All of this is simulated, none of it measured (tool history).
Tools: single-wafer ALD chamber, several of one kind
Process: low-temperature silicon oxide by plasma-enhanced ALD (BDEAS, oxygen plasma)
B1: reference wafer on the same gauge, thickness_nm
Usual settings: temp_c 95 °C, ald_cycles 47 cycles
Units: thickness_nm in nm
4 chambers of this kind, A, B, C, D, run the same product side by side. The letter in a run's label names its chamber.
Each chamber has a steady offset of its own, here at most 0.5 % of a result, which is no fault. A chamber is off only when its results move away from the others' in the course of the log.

run 1D hour=5.3 | temp_c=95 ald_cycles=47 | B1=6.7701 | thickness_nm=6.8311
run 2A hour=11.1 | temp_c=95 ald_cycles=47 | B1=6.7746 | thickness_nm=6.8338
run 3B hour=14.7 | temp_c=95 ald_cycles=47 | B1=6.7709 | thickness_nm=6.8808
run 4C hour=18.2 | temp_c=95 ald_cycles=47 | B1=6.7721 | thickness_nm=6.8169
run 5B hour=25.5 | temp_c=95 ald_cycles=47 | B1=6.7757 | thickness_nm=6.8694
run 6C hour=33.2 | temp_c=95 ald_cycles=47 | B1=6.7776 | thickness_nm=6.8387
run 7D hour=39.1 | temp_c=95 ald_cycles=47 | B1=6.7794 | thickness_nm=6.8385
run 8A hour=45.7 | temp_c=95 ald_cycles=47 | B1=6.7781 | thickness_nm=6.8540
run 9A hour=52.0 | temp_c=90 ald_cycles=50 | B1=6.7813 | thickness_nm=7.4373
run 10B hour=56.9 | temp_c=90 ald_cycles=50 | B1=6.7843 | thickness_nm=7.4467
run 11C hour=64.0 | temp_c=90 ald_cycles=50 | B1=6.7819 | thickness_nm=7.3938
run 12D hour=72.0 | temp_c=90 ald_cycles=50 | B1=6.7866 | thickness_nm=7.4331
run 13A hour=78.0 | temp_c=95 ald_cycles=47 | B1=6.7879 | thickness_nm=6.8536
run 14C hour=82.9 | temp_c=95 ald_cycles=47 | B1=6.7882 | thickness_nm=6.8499
run 15D hour=89.0 | temp_c=95 ald_cycles=47 | B1=6.7894 | thickness_nm=6.8504
run 16B hour=93.0 | temp_c=95 ald_cycles=47 | B1=6.7913 | thickness_nm=6.8896
run 17C hour=98.1 | temp_c=95 ald_cycles=47 | B1=6.7927 | thickness_nm=6.8581
run 18A hour=105.5 | temp_c=95 ald_cycles=47 | B1=6.7951 | thickness_nm=6.8692
run 19B hour=109.2 | temp_c=95 ald_cycles=47 | B1=6.7970 | thickness_nm=6.8942
run 20D hour=113.5 | temp_c=95 ald_cycles=47 | B1=6.7974 | thickness_nm=6.8584
run 21B hour=117.7 | temp_c=95 ald_cycles=47 | B1=6.7998 | thickness_nm=6.9070
run 22A hour=122.8 | temp_c=95 ald_cycles=47 | B1=6.7956 | thickness_nm=6.8644
run 23C hour=130.4 | temp_c=95 ald_cycles=47 | B1=6.8009 | thickness_nm=6.8744
run 24D hour=136.1 | temp_c=95 ald_cycles=47 | B1=6.8008 | thickness_nm=6.8613
run 25C hour=142.9 | temp_c=95 ald_cycles=47 | B1=6.8005 | thickness_nm=6.8654
run 26B hour=146.7 | temp_c=95 ald_cycles=47 | B1=6.8020 | thickness_nm=6.8948
run 27D hour=153.7 | temp_c=95 ald_cycles=47 | B1=6.8033 | thickness_nm=6.8706

What goes on in this fleet: one chamber off, a drifting gauge, or nothing beyond the chambers' own small offsets? Name the chamber and the cause, if any.

The gauge drifts, so all chambers seem to drift together. No chamber is off.
Cause: gauge reads high (%) = 0.534.
